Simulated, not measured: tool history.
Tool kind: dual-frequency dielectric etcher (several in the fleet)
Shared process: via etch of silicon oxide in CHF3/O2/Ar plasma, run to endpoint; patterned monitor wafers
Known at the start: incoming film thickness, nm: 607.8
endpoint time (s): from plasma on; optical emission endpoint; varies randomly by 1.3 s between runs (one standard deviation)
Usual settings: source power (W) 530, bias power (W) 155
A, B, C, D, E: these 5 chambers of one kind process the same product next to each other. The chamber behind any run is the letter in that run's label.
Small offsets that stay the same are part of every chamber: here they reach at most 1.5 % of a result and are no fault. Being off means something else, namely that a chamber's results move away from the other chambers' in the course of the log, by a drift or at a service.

run   hour  source power (W)  bias power (W)  endpoint time (s)
 1A    8.3               530             155             339.84
 2C   18.8               530             155             342.96
 3D   32.9               530             155             339.61
 4B   42.1               530             155             339.06
 5E   51.4               530             155             336.99
 6B   64.8               530             155             338.39
 7D   75.5               570             155             329.73
      75.9  -- chamber A: wet clean of the chamber
 8A   89.6               570             155             328.97
 9C  100.7               570             155             333.16
10E  109.6               570             155             328.39
11E  119.1               570             155             328.49
12C  129.8               530             155             344.90
13A  146.2               530             155             341.67
14B  157.6               530             155             336.35
     166.2  -- chamber E: source power generator calibrated
15D  166.8               410             123             407.36
     181.0  -- chamber E: wet clean of the chamber
16E  182.6               410             123             401.79
17C  193.3               410             123             408.42
18B  201.2               410             123             401.33
19A  216.1               410             123             405.17
20D  227.1               530             155             345.93
     238.9  -- chamber B: wet clean of the chamber
21B  241.6               530             155             337.43
     242.3  -- chamber D: bias power generator calibrated
22E  256.1               530             155             337.59
23C  267.2               530             155             344.37
24D  282.5               530             155             346.15
25A  295.0               530             155             340.15
26A  302.4               530             155             340.34
27C  314.4               530             155             344.10
28D  323.2               530             155             348.56
29B  338.4               530             155             335.97
30E  348.0               530             155             340.01
31B  360.1               530             155             336.59
32E  371.5               530             155             338.14
33C  381.1               530             155             343.92
34D  389.8               530             155             350.54

Next, all 5 chambers run the settings below, one line each with question marks for the results. What does each chamber give?
35A  401.7               620             155                  ?
35B  401.7               620             155                  ?
35C  401.7               620             155                  ?
35D  401.7               620             155                  ?
35E  401.7               620             155                  ?

run  endpoint time (s)
35A             319.71
35B             317.32
35C             322.82
35D             331.51
35E             318.95
